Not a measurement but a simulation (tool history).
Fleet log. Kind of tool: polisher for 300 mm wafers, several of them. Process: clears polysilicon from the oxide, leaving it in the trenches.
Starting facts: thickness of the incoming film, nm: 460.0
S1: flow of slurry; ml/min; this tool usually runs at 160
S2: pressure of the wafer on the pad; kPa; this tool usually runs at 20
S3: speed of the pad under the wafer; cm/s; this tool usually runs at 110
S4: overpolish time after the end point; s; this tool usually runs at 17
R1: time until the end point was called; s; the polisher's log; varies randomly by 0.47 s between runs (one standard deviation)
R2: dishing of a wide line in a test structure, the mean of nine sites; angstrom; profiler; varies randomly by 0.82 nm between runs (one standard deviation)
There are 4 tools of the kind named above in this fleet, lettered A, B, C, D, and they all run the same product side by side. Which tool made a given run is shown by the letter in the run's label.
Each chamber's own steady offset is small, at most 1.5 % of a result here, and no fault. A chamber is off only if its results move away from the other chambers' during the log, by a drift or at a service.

run	hour	S1	S2	S3	S4	R1	R2
# hour 4.2: chamber A: worn pad replaced by a new one
# hour 4.8: chamber B: worn pad replaced by a new one
1B	6.1	160	20	110	17	26.965	638.2
2A	11.9	160	20	110	17	27.351	637.33
# hour 12.3: chamber C: worn pad replaced by a new one
# hour 17.8: chamber A: slurry nozzle cleaned
3D	20.2	160	20	110	17	26.426	643.72
4C	25.5	160	20	110	17	26.345	657.82
# hour 31.4: chamber B: head pressure recalibrated
5C	33.1	160	20	110	17	26.223	656.31
6A	40.2	160	20	110	17	27.017	633.31
7B	49.1	160	20	110	17	27.218	641.54
# hour 53.2: chamber D: worn pad replaced by a new one
8D	57.6	160	20	140	20	21.482	665.06
9C	64.5	160	20	140	20	21.112	652.9
10B	73.1	160	20	140	20	20.388	655.04
11D	78.7	160	20	140	20	20.233	655.06
12A	85.8	160	20	110	17	27.175	632.17
# hour 87.8: chamber D: slurry nozzle cleaned
# hour 91.5: chamber A: worn pad replaced by a new one
13C	93.5	160	20	110	17	25.135	641.27
14D	101.8	160	20	110	17	26.686	646.65
# hour 103.3: chamber B: worn pad replaced by a new one
15A	106.3	160	20	110	17	27.652	657.63
# hour 108.2: chamber C: worn pad replaced by a new one
16B	113.1	160	20	110	17	26.76	640
17D	120.7	160	20	110	17	25.397	659.66
18B	128.2	160	20	110	17	26.388	659.61
19C	134.5	160	17.2	110	13	30.662	620.89
20A	143.2	160	17.2	110	13	31.377	611.95
21D	151	160	17.2	110	13	31.583	629.14
22C	155.2	160	17.2	110	13	30.323	608.17
23A	162.4	200	20	134	17	20.92	667.73
24B	169.1	200	20	134	17	21.745	642.72
# hour 172.4: chamber D: worn pad replaced by a new one
25D	174.5	200	20	134	17	21.153	658.69
26C	181.4	200	20	134	17	20.15	652.05
# hour 184: chamber A: worn pad replaced by a new one
# hour 185.3: chamber A: head pressure recalibrated
27B	188.8	160	20	110	24	26.157	651.24
28A	193.5	160	20	110	24	26.495	644.32
29C	199.5	160	20	110	24	25.42	645.02
30B	207.7	160	20	110	24	27.299	661.25
31A	215.4	160	20	110	17	26.592	650.47
32D	219.4	160	20	110	17	27.201	648.29
33A	224.5	160	20	110	17	27.504	645.29

Is one chamber off against the others, does the gauge drift, or is nothing wrong? If a chamber is off, say which, and what the likeliest cause is.

All chambers stay in line apart from their small fixed offsets, and the gauge does not drift.
